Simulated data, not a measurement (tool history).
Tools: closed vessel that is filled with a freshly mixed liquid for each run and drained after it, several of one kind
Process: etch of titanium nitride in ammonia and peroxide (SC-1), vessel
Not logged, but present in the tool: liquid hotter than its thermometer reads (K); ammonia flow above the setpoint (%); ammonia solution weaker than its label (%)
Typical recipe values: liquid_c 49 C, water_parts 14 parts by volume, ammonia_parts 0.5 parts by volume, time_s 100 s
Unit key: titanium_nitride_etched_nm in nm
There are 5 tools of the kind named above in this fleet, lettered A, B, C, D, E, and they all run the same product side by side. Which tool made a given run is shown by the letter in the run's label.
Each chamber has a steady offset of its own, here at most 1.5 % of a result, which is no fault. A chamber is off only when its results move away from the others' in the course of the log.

run   hour  liquid_c  water_parts  ammonia_parts  time_s  hours since the thermometer was replaced  hours since the ammonia flow meter was replaced  hours since the drum of ammonia solution was connected  read-back film thickness of the titanium nitride reference wafer, read on the same gauge (nm)  titanium_nitride_etched_nm
 1B   12.4        49           14            0.5     100                                     170.7                                            271.3                                                   355.1                                                                                         80.003                      8.6191
 2E   23.6        49           14            0.5     100                                    2281.4                                            341.4                                                   420.1                                                                                         79.945                      8.7847
 3C     30        49           14            0.5     100                                     443.7                                            846.5                                                   424.8                                                                                         80.022                      8.7574
 4D   41.2        49           14            0.5     100                                    1536.9                                           1955.1                                                   317.5                                                                                         79.923                      8.6823
 5A   49.6        58           17            0.5     100                                     745.9                                            281.3                                                   183.8                                                                                          79.98                      14.608
 6A   59.6        58           17            0.5     100                                     755.9                                            291.3                                                   193.8                                                                                         80.008                      14.624
 7B   71.6        58           17            0.5     100                                     229.9                                            330.5                                                   414.3                                                                                         79.973                      14.203
 8E   78.9        58           17            0.5     100                                    2336.7                                            396.7                                                   475.4                                                                                         80.016                      14.587
      80.6  -- chamber D: ammonia flow meter replaced
 9C   85.8        58           17            0.5     100                                     499.5                                            902.3                                                   480.6                                                                                         79.986                      14.397
10D   92.6        49           14            0.5     100                                    1588.3                                             12.1                                                   368.9                                                                                         79.987                       8.723
11B   99.2        49           14            0.5     100                                     257.5                                            358.1                                                   441.9                                                                                         79.991                      8.7314
12E  107.8        49           14            0.5     100                                    2365.6                                            425.6                                                   504.3                                                                                         79.994                      8.7385
     109.1  -- chamber A: new drum of ammonia solution connected
13C  119.8        49           14            0.3     100                                     533.5                                            936.3                                                   514.6                                                                                         80.015                      8.0532
14D  129.9        49           14            0.3     100                                    1625.6                                             49.4                                                   406.2                                                                                         80.003                      7.9099
15A  136.3        49           14            0.3     100                                     832.6                                              368                                                    27.3                                                                                         80.037                       7.999
16B  146.9        49           14            0.3     100                                     305.2                                            405.8                                                   489.6                                                                                         79.986                      7.7942
17C  153.7        49           14            0.3     100                                     567.4                                            970.2                                                   548.5                                                                                         79.957                      8.1029
18A  165.5        49         19.5            0.5     100                                     861.8                                            397.2                                                    56.5                                                                                         80.006                      7.3321
19E  177.2        49         19.5            0.5     100                                      2435                                              495                                                   573.7                                                                                         80.013                      7.3025
20D  186.7        49         19.5            0.5     100                                    1682.4                                            106.2                                                     463                                                                                         80.037                      7.2964
     189.7  -- chamber B: new drum of ammonia solution connected
     194.1  -- chamber A: ammonia flow meter replaced
21E  197.2        49         19.5            0.5     100                                      2455                                              515                                                   593.7                                                                                         79.973                      7.4155
22A  207.9        49         19.5            0.5     100                                     904.2                                             13.8                                                    98.9                                                                                         79.956                      7.2677
23C  216.5        49           14            0.5     100                                     630.2                                             1033                                                   611.3                                                                                         80.023                      8.9937
24D  224.3        49           14            0.5     100                                      1720                                            143.8                                                   500.6                                                                                         80.055                      8.6438
25B  231.5        49           14            0.5     100                                     389.8                                            490.4                                                    41.8                                                                                         80.026                      8.7699
26C  240.3        49           14            0.5     100                                       654                                           1056.8                                                   635.1                                                                                         80.014                      9.0002
27D  246.3        49           14            0.5     100                                      1742                                            165.8                                                   522.6                                                                                         79.996                      8.5481
       251  -- chamber B: ammonia flow meter replaced
28A    252        49           14            0.5     100                                     948.3                                             57.9                                                     143                                                                                         80.003                      8.7793
     254.7  -- chamber E: ammonia flow meter replaced
29B  258.7        49           14            0.5     100                                       417                                              7.8                                                      69                                                                                         80.033                       8.648
30E  271.4        49           14            0.5     100                                    2529.2                                             16.7                                                   667.9                                                                                         79.988                       8.659
31E  282.1        57           14            0.5     100                                    2539.9                                             27.4                                                   678.6                                                                                         80.017                      14.843
32D  288.3        57           14            0.5     100                                      1784                                            207.8                                                   564.6                                                                                         79.988                      15.276
33C  299.7        57           14            0.5     100                                     713.4                                           1116.2                                                   694.5                                                                                         80.014                      15.628
34A  309.5        57           14            0.5     100                                    1005.8                                            115.4                                                   200.5                                                                                         79.969                      15.349
35B  318.1        57           14            0.5     100                                     476.4                                             67.2                                                   128.4                                                                                         79.971                      14.941
       321  -- chamber A: new drum of ammonia solution connected
36A  330.4        49           14            0.5      60                                    1026.7                                            136.3                                                     9.4                                                                                         80.021                      5.3253
37E  337.9        49           14            0.5      60                                    2595.7                                             83.2                                                   734.4                                                                                         80.026                      5.1952
38C  348.6        49           14            0.5      60                                     762.3                                           1165.1                                                   743.4                                                                                          79.99                      5.4178
39D  358.4        49           14            0.5      60                                    1854.1                                            277.9                                                   634.7                                                                                         80.012                      5.2155
40B    369        49           14            0.5      60                                     527.3                                            118.1                                                   179.3                                                                                         79.986                      5.1568
       381  -- chamber D: new drum of ammonia solution connected
41C  381.6        49           14            0.5     100                                     795.3                                           1198.1                                                   776.4                                                                                         79.966                      9.2908
42B  387.4        49           14            0.5     100                                     545.7                                            136.5                                                   197.7                                                                                         79.979                      8.7359
43D  398.5        49           14            0.5     100                                    1894.2                                              318                                                    17.6                                                                                         80.045                      8.6476

Next, every chamber runs the same settings. What will each give?
44A  407.6        49           14            0.5      60                                                                                                                                                                                                                                                                             ?
44B  407.6        49           14            0.5      60                                                                                                                                                                                                                                                                             ?
44C  407.6        49           14            0.5      60                                                                                                                                                                                                                                                                             ?
44D  407.6        49           14            0.5      60                                                                                                                                                                                                                                                                             ?
44E  407.6        49           14            0.5      60                                                                                                                                                                                                                                                                             ?

run  titanium_nitride_etched_nm
44A                      5.2814
44B                      5.1883
44C                      5.5534
44D                      5.2388
44E                      5.2457

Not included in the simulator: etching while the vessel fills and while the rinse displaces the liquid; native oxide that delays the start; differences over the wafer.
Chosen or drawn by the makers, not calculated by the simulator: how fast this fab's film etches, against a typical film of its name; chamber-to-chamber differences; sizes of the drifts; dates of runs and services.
